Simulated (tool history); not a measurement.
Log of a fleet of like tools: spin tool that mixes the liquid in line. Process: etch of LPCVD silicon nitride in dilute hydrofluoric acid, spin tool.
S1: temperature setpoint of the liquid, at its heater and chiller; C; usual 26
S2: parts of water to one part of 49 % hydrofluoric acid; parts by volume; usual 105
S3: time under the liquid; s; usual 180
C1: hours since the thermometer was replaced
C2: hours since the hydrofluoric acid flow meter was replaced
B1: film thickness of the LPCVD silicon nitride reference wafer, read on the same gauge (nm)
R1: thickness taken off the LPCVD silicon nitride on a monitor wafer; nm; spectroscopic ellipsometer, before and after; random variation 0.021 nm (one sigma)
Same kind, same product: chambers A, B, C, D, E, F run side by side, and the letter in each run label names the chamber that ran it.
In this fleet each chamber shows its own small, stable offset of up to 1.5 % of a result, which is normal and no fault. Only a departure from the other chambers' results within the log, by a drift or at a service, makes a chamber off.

{"run": "1E", "day": 0.496, "S1": 26, "S2": 105, "S3": 180, "C1": 875.1, "C2": 25.7, "B1": 79.978, "R1": 1.0228}
{"run": "2D", "day": 0.912, "S1": 26, "S2": 105, "S3": 180, "C1": 1202.4, "C2": 52.1, "B1": 79.999, "R1": 0.99712}
{"run": "3F", "day": 1.55, "S1": 26, "S2": 105, "S3": 180, "C1": 96.3, "C2": 1124.3, "B1": 80.035, "R1": 1.0026}
{"run": "4C", "day": 1.892, "S1": 26, "S2": 105, "S3": 180, "C1": 473.2, "C2": 685, "B1": 80.005, "R1": 1.0485}
{"run": "5B", "day": 2.375, "S1": 30, "S2": 105, "S3": 180, "C1": 844.2, "C2": 639.7, "B1": 80.024, "R1": 1.2773}
{"run": "6A", "day": 2.929, "S1": 30, "S2": 105, "S3": 180, "C1": 544.6, "C2": 334.5, "B1": 79.955, "R1": 1.2869}
{"run": "7E", "day": 3.446, "S1": 30, "S2": 105, "S3": 180, "C1": 945.9, "C2": 96.5, "B1": 80.057, "R1": 1.303}
{"run": "8D", "day": 3.912, "S1": 30, "S2": 105, "S3": 180, "C1": 1274.4, "C2": 124.1, "B1": 79.998, "R1": 1.2815}
{"run": "9C", "day": 4.417, "S1": 30, "S2": 105, "S3": 180, "C1": 533.8, "C2": 745.6, "B1": 80.012, "R1": 1.2804}
{"run": "10B", "day": 4.992, "S1": 30, "S2": 105, "S3": 180, "C1": 907, "C2": 702.5, "B1": 79.989, "R1": 1.2803}
{"run": "11F", "day": 5.371, "S1": 26, "S2": 105, "S3": 180, "C1": 188, "C2": 1216, "B1": 79.992, "R1": 1.0342}
{"run": "12A", "day": 5.812, "S1": 26, "S2": 105, "S3": 180, "C1": 613.8, "C2": 403.7, "B1": 80.01, "R1": 0.98382}
{"day": 6.058, "done": "chamber C: thermometer replaced"}
{"run": "13F", "day": 6.271, "S1": 26, "S2": 105, "S3": 180, "C1": 209.6, "C2": 1237.6, "B1": 79.998, "R1": 0.99389}
{"run": "14E", "day": 6.825, "S1": 26, "S2": 105, "S3": 180, "C1": 1027, "C2": 177.6, "B1": 80.02, "R1": 0.99664}
{"run": "15A", "day": 7.1, "S1": 26, "S2": 105, "S3": 180, "C1": 644.7, "C2": 434.6, "B1": 79.967, "R1": 1.0091}
{"run": "16C", "day": 7.588, "S1": 26, "S2": 105, "S3": 180, "C1": 36.8, "C2": 821.7, "B1": 80.022, "R1": 1.0294}
{"run": "17B", "day": 8.05, "S1": 26, "S2": 105, "S3": 180, "C1": 980.4, "C2": 775.9, "B1": 79.986, "R1": 0.99362}
{"run": "18D", "day": 8.388, "S1": 26, "S2": 105, "S3": 180, "C1": 1381.8, "C2": 231.5, "B1": 79.99, "R1": 1.0068}
{"run": "19C", "day": 8.712, "S1": 26, "S2": 105, "S3": 180, "C1": 63.8, "C2": 848.7, "B1": 79.971, "R1": 1.042}
{"run": "20F", "day": 9.304, "S1": 26, "S2": 105, "S3": 180, "C1": 282.4, "C2": 1310.4, "B1": 79.968, "R1": 1.0335}
{"run": "21A", "day": 9.671, "S1": 26, "S2": 105, "S3": 180, "C1": 706.4, "C2": 496.3, "B1": 79.953, "R1": 1.0136}
{"run": "22B", "day": 10.292, "S1": 26, "S2": 105, "S3": 180, "C1": 1034.2, "C2": 829.7, "B1": 79.995, "R1": 1.0249}
{"run": "23E", "day": 10.638, "S1": 27.5, "S2": 105, "S3": 260, "C1": 1118.5, "C2": 269.1, "B1": 80.014, "R1": 1.4993}
{"run": "24D", "day": 11.242, "S1": 27.5, "S2": 105, "S3": 260, "C1": 1450.3, "C2": 300, "B1": 79.97, "R1": 1.5958}
{"run": "25E", "day": 11.658, "S1": 27.5, "S2": 105, "S3": 260, "C1": 1143, "C2": 293.6, "B1": 79.977, "R1": 1.455}
{"run": "26C", "day": 12.092, "S1": 27.5, "S2": 105, "S3": 260, "C1": 144.9, "C2": 929.8, "B1": 80.025, "R1": 1.5976}
{"run": "27A", "day": 12.662, "S1": 27.5, "S2": 105, "S3": 260, "C1": 778.2, "C2": 568.1, "B1": 79.99, "R1": 1.6956}
{"run": "28F", "day": 13.15, "S1": 27.5, "S2": 105, "S3": 260, "C1": 374.7, "C2": 1402.7, "B1": 79.975, "R1": 1.6606}
{"run": "29B", "day": 13.588, "S1": 26, "S2": 105, "S3": 180, "C1": 1113.3, "C2": 908.8, "B1": 79.949, "R1": 0.9711}
{"run": "30D", "day": 14.225, "S1": 26, "S2": 105, "S3": 180, "C1": 1521.9, "C2": 371.6, "B1": 80.034, "R1": 1.0275}
{"run": "31B", "day": 14.525, "S1": 26, "S2": 105, "S3": 180, "C1": 1135.8, "C2": 931.3, "B1": 79.971, "R1": 1.0212}
{"day": 14.871, "done": "chamber F: hydrofluoric acid flow meter replaced"}
{"run": "32D", "day": 14.979, "S1": 26, "S2": 105, "S3": 180, "C1": 1540, "C2": 389.7, "B1": 79.984, "R1": 0.99177}
{"run": "33C", "day": 15.425, "S1": 26, "S2": 105, "S3": 180, "C1": 224.9, "C2": 1009.8, "B1": 79.963, "R1": 1.0757}
{"run": "34F", "day": 15.838, "S1": 26, "S2": 145, "S3": 130, "C1": 439.2, "C2": 23.3, "B1": 79.97, "R1": 0.52868}
{"run": "35E", "day": 16.138, "S1": 26, "S2": 145, "S3": 130, "C1": 1250.5, "C2": 401.1, "B1": 80.026, "R1": 0.48042}
{"run": "36A", "day": 16.738, "S1": 26, "S2": 145, "S3": 130, "C1": 876, "C2": 665.9, "B1": 79.983, "R1": 0.52887}
{"run": "37A", "day": 17.058, "S1": 26, "S2": 145, "S3": 130, "C1": 883.7, "C2": 673.6, "B1": 80, "R1": 0.51768}
{"run": "38C", "day": 17.658, "S1": 26, "S2": 145, "S3": 130, "C1": 278.5, "C2": 1063.4, "B1": 80.004, "R1": 0.55391}
{"run": "39E", "day": 18.171, "S1": 26, "S2": 145, "S3": 130, "C1": 1299.3, "C2": 449.9, "B1": 79.987, "R1": 0.47357}

For the next run the whole fleet of 6 chambers uses the same settings. Give each chamber's results:
{"run": "40A", "day": 18.633, "S1": 26, "S2": 105, "S3": 180, "R1": "?"}
{"run": "40B", "day": 18.633, "S1": 26, "S2": 105, "S3": 180, "R1": "?"}
{"run": "40C", "day": 18.633, "S1": 26, "S2": 105, "S3": 180, "R1": "?"}
{"run": "40D", "day": 18.633, "S1": 26, "S2": 105, "S3": 180, "R1": "?"}
{"run": "40E", "day": 18.633, "S1": 26, "S2": 105, "S3": 180, "R1": "?"}
{"run": "40F", "day": 18.633, "S1": 26, "S2": 105, "S3": 180, "R1": "?"}

run=40A R1=1.0044
run=40B R1=1.0144
run=40C R1=1.0258
run=40D R1=1.0005
run=40E R1=0.869
run=40F R1=1.0259

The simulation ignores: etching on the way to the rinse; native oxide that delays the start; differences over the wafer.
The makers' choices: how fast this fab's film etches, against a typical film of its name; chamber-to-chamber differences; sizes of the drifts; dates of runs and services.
